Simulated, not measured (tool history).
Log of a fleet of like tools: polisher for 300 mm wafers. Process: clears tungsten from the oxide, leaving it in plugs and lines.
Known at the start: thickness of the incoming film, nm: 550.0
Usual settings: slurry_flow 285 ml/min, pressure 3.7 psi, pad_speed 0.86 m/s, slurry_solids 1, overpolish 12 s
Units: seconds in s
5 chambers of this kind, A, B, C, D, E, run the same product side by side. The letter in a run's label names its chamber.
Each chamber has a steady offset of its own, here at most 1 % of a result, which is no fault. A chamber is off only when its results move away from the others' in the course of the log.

run   hour  slurry_flow  pressure  pad_speed  slurry_solids  overpolish  wafers polished on this pad  hours since the slurry nozzle was cleaned  hours since the head pressure was calibrated  hours since the slurry blender was calibrated  hours since the slurry got fresh peroxide  seconds
 1C    5.2          285       3.7       0.86              1          12                          934                                      463.9                                           397                                           39.6                                       59.3   141.72
 2B   10.5          285       3.7       0.86              1          12                          609                                      341.1                                         714.5                                          277.1                                      105.2   142.43
 3E   15.2          285       3.7       0.86              1          12                          196                                         43                                         591.3                                          195.2                                       80.2   144.18
 4D     18          285       3.7       0.86              1          12                          463                                      551.1                                         373.8                                            243                                       33.4   139.55
      22.5  -- chamber B: worn pad replaced by a new one
 5A   22.8          285       3.7       0.86              1          12                          671                                      253.9                                         272.3                                           33.5                                       93.2   142.67
 6B   26.4          285       3.7       0.86              1          12                           27                                        357                                         730.4                                            293                                      121.1   142.29
      28.2  -- chamber B: slurry nozzle cleaned
 7A   29.8          285       3.7       0.86              1          12                          719                                      260.9                                         279.3                                           40.5                                      100.2   139.39
 8C   33.6          285       3.7       0.86              1          12                         1129                                      492.3                                         425.4                                             68                                       87.7   142.23
 9D   36.1          285       3.7       0.86              1          12                          588                                      569.2                                         391.9                                          261.1                                       51.5   142.68
10E   38.6          285       3.7       0.86              1          12                          357                                       66.4                                         614.7                                          218.6                                      103.6   145.86
11C   43.4          285       3.7       0.86              1          12                         1196                                      502.1                                         435.2                                           77.8                                       97.5   141.79
      44.3  -- chamber B: slurry tank refilled with fresh slurry and peroxide
12A     47          285       3.7       0.86              1          12                          837                                      278.1                                         296.5                                           57.7                                      117.4   141.24
      49.4  -- chamber D: worn pad replaced by a new one
13E   51.1          285       3.7       0.86              1          12                          443                                       78.9                                         627.2                                          231.1                                      116.1   145.58
14D   56.1          285       3.7       0.86              1          12                           46                                      589.2                                         411.9                                          281.1                                       71.5   142.88
      58.3  -- chamber C: head pressure recalibrated
      59.1  -- chamber E: head pressure recalibrated
15B   59.4          285       3.7       0.86              1          12                          253                                       31.3                                         763.4                                            326                                       15.1   142.61
16E   62.4          285       3.7       0.86              1          12                          520                                       90.2                                           3.3                                          242.4                                      127.4   149.09
17D   66.8          285       3.7       0.86              1          12                          119                                      599.9                                         422.6                                          291.8                                       82.2   142.17
18A   69.5          285       3.7       0.86              1          12                          991                                      300.6                                           319                                           80.2                                      139.9   142.23
      71.1  -- chamber E: worn pad replaced by a new one
      71.5  -- chamber A: slurry tank refilled with fresh slurry and peroxide
19C     72          285       3.7       0.86              1          12                         1392                                      530.7                                          13.8                                          106.4                                      126.1   141.56
      72.7  -- chamber C: worn pad replaced by a new one
20B     75          285       3.7       0.86              1          12                          360                                       46.9                                           779                                          341.6                                       30.7   142.66
21E   79.3          285       3.7       0.86              1          12                           56                                      107.1                                          20.2                                          259.3                                      144.3   152.44
22D   82.5          285       3.7       0.86              1          12                          227                                      615.6                                         438.3                                          307.5                                       97.9   141.45
23B   86.8          285       4.9       0.86              1           8                          441                                       58.7                                         790.8                                          353.4                                       42.5   106.69
24A   90.8          285       4.9       0.86              1           8                         1137                                      321.9                                         340.3                                          101.5                                       19.3    106.7
      93.6  -- chamber A: slurry blender recalibrated
25C   95.7          285       4.9       0.86              1           8                          158                                      554.4                                          37.5                                          130.1                                      149.8    108.9
26B  100.4          285       4.9       0.86              1           8                          534                                       72.3                                         804.4                                            367                                       56.1   107.35
27C    103          285       4.9       0.86              1           8                          208                                      561.7                                          44.8                                          137.4                                      157.1   107.34
28D  105.7          285       3.7       0.86              1          12                          386                                      638.8                                         461.5                                          330.7                                      121.1   142.69
     106.1  -- chamber D: slurry blender recalibrated
29E  108.7          285       3.7       0.86              1          12                          258                                      136.5                                          49.6                                          288.7                                      173.7   157.77
     111.4  -- chamber A: worn pad replaced by a new one
     112.3  -- chamber C: slurry tank refilled with fresh slurry and peroxide
30A  113.7          285       3.7       0.86              1          12                           16                                      344.8                                         363.2                                           20.2                                       42.2   141.67
31E  117.8          285       3.7       0.86              1          12                          320                                      145.6                                          58.7                                          297.8                                      182.8   155.85
     121.6  -- chamber D: slurry tank refilled with fresh slurry and peroxide
32A  122.5          285       3.7       0.86              1          12                           76                                      353.6                                           372                                             29                                         51   139.14
     123.9  -- chamber B: worn pad replaced by a new one
33C  126.7          285       3.7       0.86              1          12                          370                                      585.4                                          68.5                                          161.1                                       14.5   143.75
34B  130.6          285       3.7       0.86              1          12                           46                                      102.5                                         834.6                                          397.2                                       86.3   143.66
35D  132.9          285       3.7       0.86              1          12                          573                                        666                                         488.7                                           26.8                                       11.4   141.41
36D  137.8          285       3.7       0.86              1          12                          606                                      670.9                                         493.6                                           31.7                                       16.3   143.42
37B  141.3          210       3.7       0.86              1          12                          119                                      113.2                                         845.3                                          407.9                                         97   146.57

Next, every chamber runs the same settings. What will each give?
38A  145.1          325       3.7       0.86              1          12                                                                                                                                                                                                                        ?
38B  145.1          325       3.7       0.86              1          12                                                                                                                                                                                                                        ?
38C  145.1          325       3.7       0.86              1          12                                                                                                                                                                                                                        ?
38D  145.1          325       3.7       0.86              1          12                                                                                                                                                                                                                        ?
38E  145.1          325       3.7       0.86              1          12                                                                                                                                                                                                                        ?

run  seconds
38A   136.82
38B   141.61
38C    142.7
38D   141.79
38E   165.22
